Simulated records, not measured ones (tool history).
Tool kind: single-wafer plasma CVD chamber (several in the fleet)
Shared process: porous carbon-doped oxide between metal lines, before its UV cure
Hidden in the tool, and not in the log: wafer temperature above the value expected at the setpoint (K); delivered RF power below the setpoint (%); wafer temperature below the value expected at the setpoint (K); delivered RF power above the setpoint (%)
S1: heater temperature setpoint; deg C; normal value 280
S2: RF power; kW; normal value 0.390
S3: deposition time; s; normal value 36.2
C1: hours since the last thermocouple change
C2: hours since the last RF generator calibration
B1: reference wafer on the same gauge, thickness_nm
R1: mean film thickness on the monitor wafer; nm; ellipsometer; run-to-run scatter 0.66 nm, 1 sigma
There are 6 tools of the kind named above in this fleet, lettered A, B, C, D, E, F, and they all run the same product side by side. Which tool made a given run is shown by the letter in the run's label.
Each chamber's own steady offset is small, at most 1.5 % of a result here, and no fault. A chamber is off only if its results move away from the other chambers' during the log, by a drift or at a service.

run,hour,S1,S2,S3,C1,C2,B1,R1
1A,10.4,280,0.390,36.2,691.1,988.3,217.74,182.37
2B,18.7,280,0.390,36.2,2564.1,1062.8,217.87,182.19
3D,26.4,280,0.390,36.2,1205.0,422.2,218.01,184.03
4F,35.6,280,0.390,36.2,768.9,779.6,218.02,184.65
5C,41.9,280,0.390,36.2,289.7,466.3,218.00,184.16
6E,49.9,280,0.390,36.2,724.3,757.6,217.97,184.32
7B,59.5,280,0.390,36.2,2604.9,1103.6,218.04,182.89
8A,70.2,280,0.390,36.2,750.9,1048.1,217.95,182.72
9D,81.8,280,0.390,36.2,1260.4,477.6,218.01,184.16
10C,95.9,280,0.390,36.2,343.7,520.3,217.91,185.41
11E,104.9,280,0.390,36.2,779.3,812.6,217.85,184.96
12F,117.3,280,0.390,36.2,850.6,861.3,218.16,185.06
13F,127.9,280,0.390,36.2,861.2,871.9,217.81,184.67
14C,139.4,280,0.390,36.2,387.2,563.8,218.19,185.64
15E,153.6,280,0.390,36.2,828.0,861.3,217.83,185.42
# hour 155.1: chamber B: thermocouple changed; heater temperature recalibrated
16B,161.2,280,0.390,36.2,6.1,1205.3,217.86,181.84
17D,170.4,280,0.390,36.2,1349.0,566.2,217.94,183.36
18A,184.4,280,0.390,36.2,865.1,1162.3,218.06,183.47
19E,195.0,280,0.390,36.2,869.4,902.7,218.06,184.14
20F,207.7,280,0.390,36.2,941.0,951.7,217.94,184.29
21A,218.3,280,0.390,36.2,899.0,1196.2,218.10,183.05
22B,229.8,280,0.390,36.2,74.7,1273.9,217.85,181.21
23C,238.3,280,0.390,36.2,486.1,662.7,218.02,183.27
24D,251.3,267,0.390,33.3,1429.9,647.1,217.96,185.03
25D,260.2,267,0.390,33.3,1438.8,656.0,217.91,184.59
26B,268.6,267,0.390,33.3,113.5,1312.7,218.05,181.64
27F,278.2,267,0.390,33.3,1011.5,1022.2,218.05,184.37
28C,287.2,267,0.390,33.3,535.0,711.6,218.02,185.93
29A,294.8,267,0.390,33.3,975.5,1272.7,218.02,182.74
30E,302.5,280,0.390,36.2,976.9,1010.2,218.00,186.29
31D,314.6,280,0.390,36.2,1493.2,710.4,217.92,183.74
32E,321.8,280,0.390,36.2,996.2,1029.5,217.92,185.19
# hour 332.8: chamber F: thermocouple changed; heater temperature recalibrated
33C,334.2,280,0.390,36.2,582.0,758.6,217.86,184.48
34A,345.5,280,0.390,36.2,1026.2,1323.4,217.98,182.01
35B,358.1,280,0.390,36.2,203.0,1402.2,218.27,181.64
36F,368.6,280,0.390,36.2,35.9,1112.6,218.20,185.08

Decide between three cases: one chamber stands off from its peers, the gauge reading all wafers drifts, or nothing is wrong past each chamber's small offset. Where a chamber is off, say which and what most likely put it there.

The fleet is healthy, with each chamber sitting at its usual small offset and no drift in the gauge.

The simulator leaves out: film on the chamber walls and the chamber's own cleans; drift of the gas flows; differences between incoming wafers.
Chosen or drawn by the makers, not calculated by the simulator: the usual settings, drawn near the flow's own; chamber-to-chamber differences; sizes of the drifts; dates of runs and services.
